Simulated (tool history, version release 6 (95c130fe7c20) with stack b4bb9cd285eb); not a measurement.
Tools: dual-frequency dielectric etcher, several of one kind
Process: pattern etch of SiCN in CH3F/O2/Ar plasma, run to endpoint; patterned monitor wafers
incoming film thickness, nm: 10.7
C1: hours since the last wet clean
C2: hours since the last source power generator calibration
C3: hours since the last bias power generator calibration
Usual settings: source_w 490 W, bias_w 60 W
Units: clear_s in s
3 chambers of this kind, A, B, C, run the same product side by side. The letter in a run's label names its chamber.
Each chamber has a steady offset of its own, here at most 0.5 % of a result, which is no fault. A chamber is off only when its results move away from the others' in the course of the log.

Run 1C, hour 4.8: usual settings; C1 472.0; C2 1070.4; C3 2243.2. Result: clear_s 27.967 s.
Run 2B, hour 9.8: usual settings; C1 357.8; C2 3811.0; C3 329.2. Result: clear_s 27.989 s.
Run 3A, hour 13.7: usual settings; C1 421.4; C2 1266.9; C3 1258.2. Result: clear_s 28.058 s.
Run 4A, hour 17.8: usual settings; C1 425.5; C2 1271.0; C3 1262.3. Result: clear_s 27.852 s.
Run 5C, hour 22.4: usual settings; C1 489.6; C2 1088.0; C3 2260.8. Result: clear_s 27.974 s.
Run 6B, hour 26.8: usual settings; C1 374.8; C2 3828.0; C3 346.2. Result: clear_s 28.080 s.
Run 7B, hour 30.5: usual settings; C1 378.5; C2 3831.7; C3 349.9. Result: clear_s 28.079 s.
Run 8A, hour 34.6: usual settings; C1 442.3; C2 1287.8; C3 1279.1. Result: clear_s 28.016 s.
Run 9C, hour 40.9: usual settings but source_w 440 W, bias_w 69 W; C1 508.1; C2 1106.5; C3 2279.3. Result: clear_s 27.894 s.
Run 10A, hour 46.0: usual settings but source_w 440 W, bias_w 69 W; C1 453.7; C2 1299.2; C3 1290.5. Result: clear_s 27.688 s.
Run 11C, hour 49.6: usual settings but source_w 440 W, bias_w 69 W; C1 516.8; C2 1115.2; C3 2288.0. Result: clear_s 27.788 s.
Run 12B, hour 52.8: usual settings; C1 400.8; C2 3854.0; C3 372.2. Result: clear_s 27.977 s.
At hour 55.3: chamber C: wet clean of the chamber.
Run 13C, hour 57.5: usual settings but bias_w 65 W; C1 2.2; C2 1123.1; C3 2295.9. Result: clear_s 25.993 s.
Run 14B, hour 61.3: usual settings but bias_w 65 W; C1 409.3; C2 3862.5; C3 380.7. Result: clear_s 27.283 s.
Run 15A, hour 64.2: usual settings but bias_w 65 W; C1 471.9; C2 1317.4; C3 1308.7. Result: clear_s 27.145 s.
Run 16C, hour 69.4: usual settings; C1 14.1; C2 1135.0; C3 2307.8. Result: clear_s 26.977 s.
Run 17A, hour 75.6: usual settings; C1 483.3; C2 1328.8; C3 1320.1. Result: clear_s 28.006 s.
Run 18B, hour 78.8: usual settings; C1 426.8; C2 3880.0; C3 398.2. Result: clear_s 28.059 s.
Run 19A, hour 82.4: usual settings but bias_w 73 W; C1 490.1; C2 1335.6; C3 1326.9. Result: clear_s 26.024 s.
Run 20B, hour 85.4: usual settings but bias_w 73 W; C1 433.4; C2 3886.6; C3 404.8. Result: clear_s 26.310 s.
Run 21C, hour 90.0: usual settings but bias_w 73 W; C1 34.7; C2 1155.6; C3 2328.4. Result: clear_s 25.065 s.
Run 22A, hour 94.5: usual settings; C1 502.2; C2 1347.7; C3 1339.0. Result: clear_s 28.056 s.
Run 23C, hour 98.1: usual settings; C1 42.8; C2 1163.7; C3 2336.5. Result: clear_s 26.861 s.
Run 24B, hour 102.2: usual settings but source_w 410 W, bias_w 71 W; C1 450.2; C2 3903.4; C3 421.6. Result: clear_s 28.426 s.
Run 25C, hour 107.0: usual settings but source_w 410 W, bias_w 71 W; C1 51.7; C2 1172.6; C3 2345.4. Result: clear_s 27.240 s.
Run 26B, hour 110.9: usual settings but source_w 410 W, bias_w 71 W; C1 458.9; C2 3912.1; C3 430.3. Result: clear_s 28.342 s.
Run 27A, hour 115.1: usual settings; C1 522.8; C2 1368.3; C3 1359.6. Result: clear_s 27.848 s.
Run 28C, hour 120.7: usual settings; C1 65.4; C2 1186.3; C3 2359.1. Result: clear_s 26.977 s.
Run 29B, hour 126.6: usual settings; C1 474.6; C2 3927.8; C3 446.0. Result: clear_s 28.265 s.
Run 30A, hour 130.6: usual settings but bias_w 74 W; C1 538.3; C2 1383.8; C3 1375.1. Result: clear_s 25.998 s.
Run 31B, hour 135.4: usual settings but bias_w 74 W; C1 483.4; C2 3936.6; C3 454.8. Result: clear_s 26.245 s.
Run 32C, hour 139.3: usual settings but bias_w 74 W; C1 84.0; C2 1204.9; C3 2377.7. Result: clear_s 24.941 s.
Run 33A, hour 145.2: usual settings; C1 552.9; C2 1398.4; C3 1389.7. Result: clear_s 27.948 s.
Run 34C, hour 149.9: usual settings; C1 94.6; C2 1215.5; C3 2388.3. Result: clear_s 26.925 s.
At hour 150.0: chamber A: wet clean of the chamber.
Run 35A, hour 155.5: usual settings; C1 5.6; C2 1408.7; C3 1400.0. Result: clear_s 27.914 s.
Run 36B, hour 160.2: usual settings; C1 508.2; C2 3961.4; C3 479.6. Result: clear_s 28.143 s.
Run 37B, hour 165.3: usual settings; C1 513.3; C2 3966.5; C3 484.7. Result: clear_s 28.182 s.
Run 38A, hour 169.0: usual settings but bias_w 49 W; C1 19.1; C2 1422.2; C3 1413.5. Result: clear_s 29.829 s.
Run 39C, hour 172.5: usual settings but bias_w 49 W; C1 117.2; C2 1238.1; C3 2410.9. Result: clear_s 28.680 s.
Run 40B, hour 178.6: usual settings but bias_w 49 W; C1 526.6; C2 3979.8; C3 498.0. Result: clear_s 30.108 s.

Is one chamber off against the others, does the gauge drift, or is nothing wrong? If a chamber is off, say which, and what the likeliest cause is.

A service left chamber C off against the others.
Cause: etch rate over this chamber's usual, % = 4.55.

Here are 4 candidates for chamber C's next run, each the usual settings with a change, their results left as question marks. Which one brings its results back in line with what the others give on the usual settings?
In line means no further than this from the other chambers' mean on the usual settings: clear_s 0.320 s
Run 41C-1, hour 183.1: usual settings but source_w 400 W. Result: clear_s ?.
Run 41C-2, hour 183.1: usual settings but source_w 520 W, bias_w 63 W. Result: clear_s ?.
Run 41C-3, hour 183.1: usual settings but source_w 440 W. Result: clear_s ?.
Run 41C-4, hour 183.1: usual settings but source_w 600 W. Result: clear_s ?.

The other chambers' mean on the usual settings: clear_s 28.025 s
  run  clear_s
41C-1   28.995
41C-2   25.838
41C-3   27.977
41C-4   24.881
41C-3 brings the chamber back in line.

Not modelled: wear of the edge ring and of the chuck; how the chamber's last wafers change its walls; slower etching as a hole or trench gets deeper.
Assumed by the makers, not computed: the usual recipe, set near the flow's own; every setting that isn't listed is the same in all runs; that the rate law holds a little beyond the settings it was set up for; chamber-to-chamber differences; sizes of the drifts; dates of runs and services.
